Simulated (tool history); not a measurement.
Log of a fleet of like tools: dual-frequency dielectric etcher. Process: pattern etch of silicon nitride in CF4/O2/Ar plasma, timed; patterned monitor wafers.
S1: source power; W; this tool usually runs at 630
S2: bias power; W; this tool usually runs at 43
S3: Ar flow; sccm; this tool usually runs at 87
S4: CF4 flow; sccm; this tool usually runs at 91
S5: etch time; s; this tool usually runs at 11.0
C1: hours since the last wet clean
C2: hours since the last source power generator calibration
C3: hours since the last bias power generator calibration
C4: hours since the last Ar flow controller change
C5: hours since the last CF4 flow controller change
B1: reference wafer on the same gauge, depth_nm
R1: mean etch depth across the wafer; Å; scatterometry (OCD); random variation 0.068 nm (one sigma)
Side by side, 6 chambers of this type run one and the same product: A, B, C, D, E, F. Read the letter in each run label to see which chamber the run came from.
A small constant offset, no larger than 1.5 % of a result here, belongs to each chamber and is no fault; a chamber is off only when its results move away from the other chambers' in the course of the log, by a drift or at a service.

run	hour	S1	S2	S3	S4	S5	C1	C2	C3	C4	C5	B1	R1
1A	11.3	630	43	87	91	11.0	49.1	810.9	657.7	682.5	1906.5	22.894	242.28
# hour 15.4: chamber B: source power generator calibrated
2C	18.9	630	43	87	91	11.0	208.4	2361.3	3224.9	1172.5	127.5	22.887	245.71
3E	25.4	630	43	87	91	11.0	442.4	3848.7	3030.5	551.7	927.0	22.914	245.63
4B	35.0	630	43	87	91	11.0	373.7	19.7	1156.9	3479.9	1567.8	22.904	246.06
5F	41.8	690	43	87	91	9.5	268.1	2574.0	1455.4	1892.8	727.0	22.894	226.68
# hour 43.8: chamber E: wet clean of the chamber
# hour 43.9: chamber B: wet clean of the chamber
6D	52.8	690	43	87	91	9.5	130.2	972.5	824.5	297.1	1498.1	22.902	225.73
7F	63.7	690	43	87	91	9.5	290.0	2595.9	1477.3	1914.7	748.9	22.891	226.71
8D	71.2	690	43	87	91	9.5	148.6	990.9	842.9	315.5	1516.5	22.906	226.45
9A	79.8	690	43	87	91	9.5	117.6	879.4	726.2	751.0	1975.0	22.877	226.39
10B	88.1	690	43	87	91	9.5	44.2	72.8	1210.0	3533.0	1620.9	22.891	228.08
11E	93.4	630	43	87	91	11.0	49.7	3916.7	3098.5	619.7	995.0	22.916	245.72
12C	103.2	630	43	87	91	11.0	292.7	2445.6	3309.2	1256.8	211.8	22.907	246.83
13D	109.5	630	43	87	91	11.0	186.9	1029.2	881.2	353.8	1554.8	22.902	242.74
# hour 116.0: chamber F: wet clean of the chamber
14F	117.0	630	43	87	91	11.0	1.0	2649.2	1530.6	1968.0	802.2	22.892	232.00
15E	123.4	630	43	87	91	11.0	79.7	3946.7	3128.5	649.7	1025.0	22.901	246.74
16A	133.3	570	43	87	91	11.0	171.1	932.9	779.7	804.5	2028.5	22.906	222.25
17B	141.7	570	43	87	91	11.0	97.8	126.4	1263.6	3586.6	1674.5	22.891	224.47
18C	150.4	570	43	87	91	11.0	339.9	2492.8	3356.4	1304.0	259.0	22.908	225.91
19F	161.7	570	43	87	91	11.0	45.7	2693.9	1575.3	2012.7	846.9	22.912	212.84
20A	171.4	570	43	87	91	11.0	209.2	971.0	817.8	842.6	2066.6	22.898	220.62
21E	177.0	570	43	87	91	11.0	133.3	4000.3	3182.1	703.3	1078.6	22.906	224.40
22B	188.0	630	43	87	91	11.0	144.1	172.7	1309.9	3632.9	1720.8	22.910	244.98
23C	199.3	630	43	87	91	11.0	388.8	2541.7	3405.3	1352.9	307.9	22.904	247.02
24D	209.8	630	43	87	91	11.0	287.2	1129.5	981.5	454.1	1655.1	22.903	242.09
25E	215.3	630	43	87	91	11.0	171.6	4038.6	3220.4	741.6	1116.9	22.911	246.19
26F	221.4	630	43	87	91	11.0	105.4	2753.6	1635.0	2072.4	906.6	22.908	233.72
27C	232.1	630	43	87	91	11.0	421.6	2574.5	3438.1	1385.7	340.7	22.902	245.61
28A	237.9	630	43	87	91	11.0	275.7	1037.5	884.3	909.1	2133.1	22.908	242.62
29B	246.8	700	43	107	91	11.0	202.9	231.5	1368.7	3691.7	1779.6	22.914	260.43
30D	256.0	700	43	107	91	11.0	333.4	1175.7	1027.7	500.3	1701.3	22.900	258.14
31E	262.6	700	43	107	91	11.0	218.9	4085.9	3267.7	788.9	1164.2	22.914	262.62
32F	272.3	700	43	107	91	11.0	156.3	2804.5	1685.9	2123.3	957.5	22.895	247.63
33A	280.1	700	43	107	91	11.0	317.9	1079.7	926.5	951.3	2175.3	22.891	258.86
34D	288.1	700	43	107	91	11.0	365.5	1207.8	1059.8	532.4	1733.4	22.905	257.72
35C	299.4	630	43	87	79	11.0	488.9	2641.8	3505.4	1453.0	408.0	22.903	241.24
36B	305.7	630	43	87	79	11.0	261.8	290.4	1427.6	3750.6	1838.5	22.895	241.12
37F	311.6	630	43	87	79	11.0	195.6	2843.8	1725.2	2162.6	996.8	22.896	229.44
38D	318.8	630	43	87	79	11.0	396.2	1238.5	1090.5	563.1	1764.1	22.897	237.85
39C	326.5	630	43	87	79	11.0	516.0	2668.9	3532.5	1480.1	435.1	22.896	241.58
40B	334.0	630	43	87	79	11.0	290.1	318.7	1455.9	3778.9	1866.8	22.905	238.81
41A	343.9	630	43	87	91	11.0	381.7	1143.5	990.3	1015.1	2239.1	22.905	240.89

Is one chamber out of step, is the gauge drifting, or do the chambers differ by no more than their own small offsets? For an off chamber, give its letter and the likeliest cause.

A service on chamber F put it out of line with the rest.
Likeliest cause: etch rate under this chamber's usual, % = 3.85.

Here are 4 candidates for chamber F's next run, each the usual settings with a change, their results left as question marks. Which one brings its results back in line with what the others give on the usual settings?
A result is in line if it is within this distance of the other chambers' mean on the usual settings: R1 2.40 Å
42F-1	352.0	630	42	87	91	10.0							?
42F-2	352.0	630	43	87	91	11.5							?
42F-3	352.0	710	43	87	91	11.0							?
42F-4	352.0	630	43	87	91	10.5							?

Average result of the remaining chambers running the usual settings: R1 244.21 Å
run	R1
42F-1	210.10
42F-2	243.65
42F-3	259.09
42F-4	222.46
The answer is 42F-2, which returns the chamber to within the allowed miss of the others.
